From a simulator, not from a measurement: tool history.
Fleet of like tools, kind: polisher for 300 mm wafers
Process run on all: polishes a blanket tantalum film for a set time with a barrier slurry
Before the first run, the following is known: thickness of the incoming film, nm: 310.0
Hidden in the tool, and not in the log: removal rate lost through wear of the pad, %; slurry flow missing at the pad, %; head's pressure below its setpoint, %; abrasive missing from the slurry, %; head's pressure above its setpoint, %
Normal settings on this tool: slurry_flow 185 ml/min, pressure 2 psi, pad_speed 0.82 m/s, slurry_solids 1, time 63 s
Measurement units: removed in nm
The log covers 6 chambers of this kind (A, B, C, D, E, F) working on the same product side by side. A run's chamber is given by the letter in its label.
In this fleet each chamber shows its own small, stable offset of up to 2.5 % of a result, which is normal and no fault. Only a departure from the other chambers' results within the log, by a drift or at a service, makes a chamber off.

run,hour,slurry_flow,pressure,pad_speed,slurry_solids,time,wafers polished on this pad,hours since the slurry nozzle was cleaned,hours since the head pressure was calibrated,hours since the slurry blender was calibrated,removed
# hour 2.6: chamber F: head pressure recalibrated
1A,5.2,185,2,0.82,1,63,316,138.5,854,91.1,74.569
2C,11.9,185,2,0.82,1,63,147,242.2,390.8,225.1,73.049
3F,19.2,185,2,0.82,1,63,241,87.5,16.6,83.1,73.538
4B,27.1,185,2,0.82,1,63,904,244.6,281.5,174,72.781
# hour 29: chamber A: slurry blender recalibrated
# hour 30.4: chamber E: slurry blender recalibrated
# hour 34: chamber C: slurry nozzle cleaned
5E,34,185,2,0.82,1,63,1198,64.7,397.8,3.6,71.978
# hour 34.6: chamber B: worn pad replaced by a new one
6D,38.5,185,2,0.82,1,63,487,220.1,808.8,72.5,75.109
# hour 39.1: chamber B: slurry blender recalibrated
# hour 41.8: chamber B: head pressure recalibrated
7B,42.9,185,2,0.82,1,70,95,260.4,1.1,3.9,80.988
# hour 46.4: chamber E: worn pad replaced by a new one
# hour 50.4: chamber B: slurry nozzle cleaned
8A,50.8,185,2,0.82,1,70,836,184.1,899.6,21.9,82.17
# hour 52.5: chamber D: worn pad replaced by a new one
9E,55.3,185,2,0.82,1,70,101,86,419.1,24.9,80.699
10C,60.6,185,2,0.82,1,70,703,26.6,439.5,273.8,84.023
11D,66.5,185,2,0.82,1,70,159,248.1,836.8,100.5,79.478
12F,72.1,185,2,0.82,1,70,845,140.4,69.5,136,83.516
13B,76.7,185,2,0.82,1,63,480,26.4,34.9,37.7,73.913
# hour 79.9: chamber A: worn pad replaced by a new one
14C,81.8,150,2.6,0.82,1,63,945,47.8,460.7,295,92.777
15E,85.6,150,2.6,0.82,1,63,447,116.3,449.4,55.2,94.255
16A,89.2,150,2.6,0.82,1,63,106,222.5,938,60.3,90.844
17D,93,150,2.6,0.82,1,63,462,274.6,863.3,127,89.937
18F,96.9,150,2.6,0.82,1,63,1128,165.2,94.3,160.8,95.15
19C,103.4,150,2.6,0.82,1,63,1191,69.4,482.3,316.6,92.202
# hour 106.1: chamber C: worn pad replaced by a new one
20E,107.3,185,2,0.82,1,63,695,138,471.1,76.9,73.74
# hour 108.1: chamber D: slurry nozzle cleaned
21B,115.2,185,2,1,1,63,920,64.9,73.4,76.2,89.453
22A,121.4,185,2,1,1,63,474,254.7,970.2,92.5,86.306
# hour 124.6: chamber D: worn pad replaced by a new one
23F,126.6,185,2,1,1,63,1467,194.9,124,190.5,91.069
# hour 127: chamber F: slurry blender recalibrated
# hour 131.4: chamber A: slurry blender recalibrated
# hour 131.5: chamber F: worn pad replaced by a new one
# hour 132.1: chamber B: worn pad replaced by a new one
24D,134.4,185,2,1,1,63,112,26.4,904.7,168.4,89.7
25B,142.2,185,2,1,1,63,115,91.9,100.4,103.2,87.121
# hour 145.7: chamber E: worn pad replaced by a new one
# hour 147.5: chamber C: slurry blender recalibrated
26A,149.7,185,2,1,1,63,797,283,998.5,18.4,84.325
27F,153.5,185,2,0.82,1,63,251,221.8,150.9,26.6,73.843
28C,161.3,185,2,0.82,1,63,630,127.3,540.2,13.8,75.9
29D,165.3,185,2,0.82,1,63,464,57.3,935.6,199.3,74.721
30E,172.1,185,2,0.82,1,63,301,202.8,535.9,141.7,74.239
# hour 174.4: chamber E: head pressure recalibrated
31A,179.5,185,2,0.82,1,63,1137,312.8,1028.3,48.2,65.304
32D,183.5,185,2,0.82,1,63,672,75.5,953.8,217.5,76.173
# hour 184.4: chamber D: head pressure recalibrated
# hour 186.2: chamber D: worn pad replaced by a new one
33E,187.4,185,2,0.82,1,63,476,218.1,13.1,157,73.591
34B,191.2,185,2,0.82,1,63,675,140.9,149.4,152.2,73.643
# hour 193: chamber A: worn pad replaced by a new one
35F,199.3,185,2,0.82,1,63,774,267.6,196.7,72.4,72.746
36C,206.1,130,1.7,0.82,1,63,1141,172.1,585,58.6,60.388
37A,212.9,130,1.7,0.82,1,63,228,346.2,1061.7,81.6,52.743
# hour 216.5: chamber C: worn pad replaced by a new one
38D,217.7,130,1.7,0.82,1,63,359,109.7,33.3,251.7,60.195
39C,221.9,130,1.7,0.82,1,63,61,187.9,600.8,74.4,59.226

One chamber off, gauge drift, or nothing amiss beyond the chambers' own small offsets? If it is a chamber, which one, and what is the likeliest cause?

Chamber A drifts away from the others.
Likeliest cause: head's pressure below its setpoint, % = 12.5.

Below are 4 candidate recipes for chamber A's next run, each the usual settings with a change, their results shown as question marks. Which of them brings A's results back in line with what the other chambers give on the usual settings?
Counts as in line when no further than this from what the other chambers average on the usual settings: removed 3.6 nm
40A-1,227.9,185,2.3,0.82,1,63,,,,,?
40A-2,227.9,185,1.9,0.82,1,59,,,,,?
40A-3,227.9,185,2.1,0.88,1,68,,,,,?
40A-4,227.9,185,1.9,0.76,1,58,,,,,?

The mean the other chambers reach with the usual settings: removed 73.362 nm
run,removed
40A-1,74.437
40A-2,57.633
40A-3,78.684
40A-4,52.564
40A-1 brings the chamber back in line.
